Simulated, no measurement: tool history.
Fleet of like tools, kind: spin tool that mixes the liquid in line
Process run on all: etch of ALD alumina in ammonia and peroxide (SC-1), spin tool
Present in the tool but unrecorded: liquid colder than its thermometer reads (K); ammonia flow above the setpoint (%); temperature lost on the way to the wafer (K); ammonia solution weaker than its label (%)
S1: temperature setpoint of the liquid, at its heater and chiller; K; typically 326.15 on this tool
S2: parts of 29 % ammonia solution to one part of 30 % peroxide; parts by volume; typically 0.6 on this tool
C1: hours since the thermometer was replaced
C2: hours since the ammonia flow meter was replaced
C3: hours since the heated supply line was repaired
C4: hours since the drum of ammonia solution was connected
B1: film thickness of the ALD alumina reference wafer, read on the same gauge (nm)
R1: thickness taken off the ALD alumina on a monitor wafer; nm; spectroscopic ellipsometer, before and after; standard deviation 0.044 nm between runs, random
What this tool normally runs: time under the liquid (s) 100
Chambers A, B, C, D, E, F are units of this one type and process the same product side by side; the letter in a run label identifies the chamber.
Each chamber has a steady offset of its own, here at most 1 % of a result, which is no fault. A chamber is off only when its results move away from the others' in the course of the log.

{"run": "1F", "day": 0.608, "S1": 326.15, "S2": 0.6, "time under the liquid (s)": 100, "C1": 1709.2, "C2": 471.5, "C3": 1351.0, "C4": 439.5, "B1": 80.028, "R1": 7.0092}
{"run": "2C", "day": 1.017, "S1": 326.15, "S2": 0.6, "time under the liquid (s)": 100, "C1": 1329.2, "C2": 1181.5, "C3": 632.4, "C4": 216.0, "B1": 79.967, "R1": 6.93}
{"day": 1.208, "done": "chamber B: thermometer replaced"}
{"run": "3E", "day": 1.362, "S1": 326.15, "S2": 0.6, "time under the liquid (s)": 100, "C1": 1521.5, "C2": 329.1, "C3": 792.1, "C4": 231.6, "B1": 80.031, "R1": 7.0257}
{"run": "4B", "day": 1.933, "S1": 326.15, "S2": 0.6, "time under the liquid (s)": 100, "C1": 17.4, "C2": 651.9, "C3": 1601.7, "C4": 49.6, "B1": 80.004, "R1": 6.9938}
{"run": "5D", "day": 2.254, "S1": 326.15, "S2": 0.6, "time under the liquid (s)": 125, "C1": 845.4, "C2": 204.8, "C3": 1887.4, "C4": 104.5, "B1": 80.01, "R1": 8.6859}
{"run": "6A", "day": 2.708, "S1": 326.15, "S2": 0.6, "time under the liquid (s)": 125, "C1": 237.4, "C2": 467.1, "C3": 1067.3, "C4": 321.3, "B1": 79.993, "R1": 8.8666}
{"day": 2.988, "done": "chamber F: new drum of ammonia solution connected"}
{"run": "7A", "day": 3.038, "S1": 326.15, "S2": 0.6, "time under the liquid (s)": 125, "C1": 245.3, "C2": 475.0, "C3": 1075.2, "C4": 329.2, "B1": 79.986, "R1": 8.7033}
{"run": "8C", "day": 3.375, "S1": 326.15, "S2": 0.6, "time under the liquid (s)": 125, "C1": 1385.8, "C2": 1238.1, "C3": 689.0, "C4": 272.6, "B1": 79.986, "R1": 8.6108}
{"run": "9B", "day": 4.004, "S1": 326.15, "S2": 0.6, "time under the liquid (s)": 125, "C1": 67.1, "C2": 701.6, "C3": 1651.4, "C4": 99.3, "B1": 80.004, "R1": 8.644}
{"run": "10F", "day": 4.421, "S1": 326.15, "S2": 0.6, "time under the liquid (s)": 125, "C1": 1800.7, "C2": 563.0, "C3": 1442.5, "C4": 34.5, "B1": 80.014, "R1": 8.8884}
{"run": "11D", "day": 5.05, "S1": 326.15, "S2": 0.6, "time under the liquid (s)": 100, "C1": 912.5, "C2": 271.9, "C3": 1954.5, "C4": 171.6, "B1": 80.023, "R1": 6.9993}
{"run": "12E", "day": 5.333, "S1": 326.15, "S2": 0.6, "time under the liquid (s)": 100, "C1": 1616.8, "C2": 424.4, "C3": 887.4, "C4": 326.9, "B1": 79.975, "R1": 7.0445}
{"run": "13D", "day": 5.921, "S1": 326.15, "S2": 0.6, "time under the liquid (s)": 100, "C1": 933.4, "C2": 292.8, "C3": 1975.4, "C4": 192.5, "B1": 80.016, "R1": 6.9838}
{"run": "14A", "day": 6.338, "S1": 326.15, "S2": 0.6, "time under the liquid (s)": 100, "C1": 324.5, "C2": 554.2, "C3": 1154.4, "C4": 408.4, "B1": 80.023, "R1": 7.0385}
{"run": "15E", "day": 6.862, "S1": 326.15, "S2": 0.6, "time under the liquid (s)": 100, "C1": 1653.5, "C2": 461.1, "C3": 924.1, "C4": 363.6, "B1": 80.043, "R1": 7.0005}
{"run": "16C", "day": 7.208, "S1": 326.15, "S2": 0.6, "time under the liquid (s)": 100, "C1": 1477.8, "C2": 1330.1, "C3": 781.0, "C4": 364.6, "B1": 79.994, "R1": 6.8804}
{"run": "17F", "day": 7.675, "S1": 326.15, "S2": 0.6, "time under the liquid (s)": 100, "C1": 1878.8, "C2": 641.1, "C3": 1520.6, "C4": 112.6, "B1": 80.035, "R1": 7.1476}
{"day": 7.708, "done": "chamber D: new drum of ammonia solution connected"}
{"day": 7.925, "done": "chamber F: ammonia flow meter replaced"}
{"run": "18B", "day": 8.046, "S1": 326.15, "S2": 0.6, "time under the liquid (s)": 100, "C1": 164.1, "C2": 798.6, "C3": 1748.4, "C4": 196.3, "B1": 79.994, "R1": 6.9863}
{"run": "19D", "day": 8.383, "S1": 326.15, "S2": 0.6, "time under the liquid (s)": 100, "C1": 992.5, "C2": 351.9, "C3": 2034.5, "C4": 16.3, "B1": 79.986, "R1": 7.027}
{"day": 8.85, "done": "chamber E: ammonia flow meter replaced"}
{"run": "20F", "day": 8.996, "S1": 326.15, "S2": 0.6, "time under the liquid (s)": 100, "C1": 1910.5, "C2": 25.8, "C3": 1552.3, "C4": 144.3, "B1": 79.997, "R1": 7.0607}
{"day": 9.183, "done": "chamber F: thermometer replaced"}
{"run": "21C", "day": 9.496, "S1": 326.15, "S2": 0.7, "time under the liquid (s)": 120, "C1": 1532.7, "C2": 1385.0, "C3": 835.9, "C4": 419.5, "B1": 80.011, "R1": 8.5186}
{"run": "22E", "day": 9.967, "S1": 326.15, "S2": 0.7, "time under the liquid (s)": 120, "C1": 1728.0, "C2": 26.9, "C3": 998.6, "C4": 438.1, "B1": 79.96, "R1": 8.6224}
{"run": "23B", "day": 10.317, "S1": 326.15, "S2": 0.7, "time under the liquid (s)": 120, "C1": 218.6, "C2": 853.1, "C3": 1802.9, "C4": 250.8, "B1": 79.997, "R1": 8.485}
{"run": "24A", "day": 10.621, "S1": 326.15, "S2": 0.7, "time under the liquid (s)": 120, "C1": 427.3, "C2": 657.0, "C3": 1257.2, "C4": 511.2, "B1": 79.99, "R1": 8.2817}
{"run": "25C", "day": 11.254, "S1": 326.15, "S2": 0.7, "time under the liquid (s)": 120, "C1": 1574.9, "C2": 1427.2, "C3": 878.1, "C4": 461.7, "B1": 79.983, "R1": 8.4456}
{"run": "26B", "day": 11.771, "S1": 326.15, "S2": 0.7, "time under the liquid (s)": 120, "C1": 253.5, "C2": 888.0, "C3": 1837.8, "C4": 285.7, "B1": 80.004, "R1": 8.5419}
{"day": 11.812, "done": "chamber C: heated supply line repaired"}
{"day": 12.129, "done": "chamber B: heated supply line repaired"}
{"run": "27A", "day": 12.279, "S1": 326.15, "S2": 0.6, "time under the liquid (s)": 100, "C1": 467.1, "C2": 696.8, "C3": 1297.0, "C4": 551.0, "B1": 79.969, "R1": 6.7753}
{"run": "28E", "day": 12.812, "S1": 326.15, "S2": 0.6, "time under the liquid (s)": 100, "C1": 1796.3, "C2": 95.2, "C3": 1066.9, "C4": 506.4, "B1": 80.011, "R1": 6.9837}
{"run": "29F", "day": 13.117, "S1": 326.15, "S2": 0.6, "time under the liquid (s)": 100, "C1": 94.5, "C2": 124.7, "C3": 1651.2, "C4": 243.2, "B1": 79.986, "R1": 7.0536}
{"run": "30D", "day": 13.538, "S1": 326.15, "S2": 0.6, "time under the liquid (s)": 100, "C1": 1116.2, "C2": 475.6, "C3": 2158.2, "C4": 140.0, "B1": 79.975, "R1": 6.9981}
{"run": "31A", "day": 14.1, "S1": 326.15, "S2": 0.6, "time under the liquid (s)": 100, "C1": 510.8, "C2": 740.5, "C3": 1340.7, "C4": 594.7, "B1": 80.018, "R1": 6.7358}
{"day": 14.133, "done": "chamber B: ammonia flow meter replaced"}
{"run": "32F", "day": 14.646, "S1": 326.15, "S2": 0.6, "time under the liquid (s)": 100, "C1": 131.2, "C2": 161.4, "C3": 1687.9, "C4": 279.9, "B1": 79.995, "R1": 7.0036}
{"day": 14.842, "done": "chamber E: thermometer replaced"}
{"run": "33E", "day": 14.958, "S1": 326.15, "S2": 0.6, "time under the liquid (s)": 100, "C1": 2.9, "C2": 146.7, "C3": 1118.4, "C4": 557.9, "B1": 79.944, "R1": 7.0236}
{"run": "34D", "day": 15.338, "S1": 326.15, "S2": 0.6, "time under the liquid (s)": 100, "C1": 1159.4, "C2": 518.8, "C3": 2201.4, "C4": 183.2, "B1": 80.034, "R1": 6.9887}
{"run": "35B", "day": 15.667, "S1": 326.15, "S2": 0.6, "time under the liquid (s)": 100, "C1": 347.0, "C2": 36.9, "C3": 85.0, "C4": 379.2, "B1": 80.018, "R1": 7.0268}
{"run": "36C", "day": 16.038, "S1": 326.15, "S2": 0.6, "time under the liquid (s)": 100, "C1": 1689.7, "C2": 1542.0, "C3": 101.4, "C4": 576.5, "B1": 80.007, "R1": 7.0814}

Which is it: a chamber that has drifted or been left off by a service, a gauge drift common to all chambers, or only each chamber's usual small offset? If a chamber is off, name it and its likeliest cause.

It is chamber A that slowly wanders off from its peers.
What lies behind it: temperature lost on the way to the wafer (K) = 1.
The log might look much the same if the cause were instead: liquid colder than its thermometer reads (K).

Which of the 4 candidates below, each the usual settings with something changed and its results left as question marks, puts chamber A back in line with what the other chambers give on the usual settings?
A result is in line if it is within this distance of the other chambers' mean on the usual settings: R1 0.1500 nm
{"run": "37A-1", "day": 16.492, "S1": 326.15, "S2": 0.95, "time under the liquid (s)": 100, "R1": "?"}
{"run": "37A-2", "day": 16.492, "S1": 324.65, "S2": 0.6, "time under the liquid (s)": 100, "R1": "?"}
{"run": "37A-3", "day": 16.492, "S1": 326.15, "S2": 0.6, "time under the liquid (s)": 95, "R1": "?"}
{"run": "37A-4", "day": 16.492, "S1": 327.65, "S2": 0.6, "time under the liquid (s)": 100, "R1": "?"}

Average result of the remaining chambers running the usual settings: R1 7.0139 nm
run=37A-1 R1=6.9536
run=37A-2 R1=6.1311
run=37A-3 R1=6.3208
run=37A-4 R1=7.2104
37A-1 is the one that brings the chamber's results back in line with the other chambers.
